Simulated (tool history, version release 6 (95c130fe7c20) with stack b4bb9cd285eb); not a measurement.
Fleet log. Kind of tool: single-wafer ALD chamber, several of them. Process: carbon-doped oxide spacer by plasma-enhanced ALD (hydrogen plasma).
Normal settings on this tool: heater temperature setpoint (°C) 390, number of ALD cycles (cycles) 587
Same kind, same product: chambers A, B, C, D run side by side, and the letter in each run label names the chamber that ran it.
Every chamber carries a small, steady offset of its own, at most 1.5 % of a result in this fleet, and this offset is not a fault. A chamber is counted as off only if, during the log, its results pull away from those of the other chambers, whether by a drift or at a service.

run	hour	heater temperature setpoint (°C)	number of ALD cycles (cycles)	hours since the last thermocouple change	read-back reference wafer on the same gauge, thickness_nm	mean film thickness on the monitor wafer (angstrom)
1D	4.1	390	587	491.6	25.660	290.31
2C	7.0	390	587	2059.8	25.717	294.07
3A	10.9	390	587	959.3	25.706	296.60
4B	16.4	390	587	801.5	25.692	294.78
5A	18.9	390	587	967.3	25.722	291.48
6C	21.7	390	587	2074.5	25.720	296.39
7D	25.5	390	587	513.0	25.720	290.63
8B	28.7	390	587	813.8	25.710	293.40
9A	33.7	390	587	982.1	25.746	296.96
10C	38.9	390	587	2091.7	25.726	292.13
11D	42.5	390	587	530.0	25.688	288.38
12B	47.3	390	587	832.4	25.664	293.00
13C	52.4	383	662	2105.2	25.679	331.27
14A	55.4	383	662	1003.8	25.701	332.06
15D	60.8	383	662	548.3	25.718	325.16
16B	64.0	383	662	849.1	25.700	335.01
17D	67.6	390	587	555.1	25.706	286.21
18A	72.0	390	587	1020.4	25.698	295.61
19B	76.5	390	587	861.6	25.661	293.77
20C	81.6	390	587	2134.4	25.712	290.79
21B	84.3	390	587	869.4	25.669	293.04
22D	88.0	390	587	575.5	25.689	288.51
23C	91.1	390	587	2143.9	25.717	293.16
24A	94.6	390	587	1043.0	25.671	296.82

All chambers now run identical settings, listed one chamber a line with results as question marks. What results will each chamber show?
25A	98.7	390	587			?
25B	98.7	390	587			?
25C	98.7	390	587			?
25D	98.7	390	587			?

run	mean film thickness on the monitor wafer (angstrom)
25A	295.37
25B	293.02
25C	297.79
25D	288.81
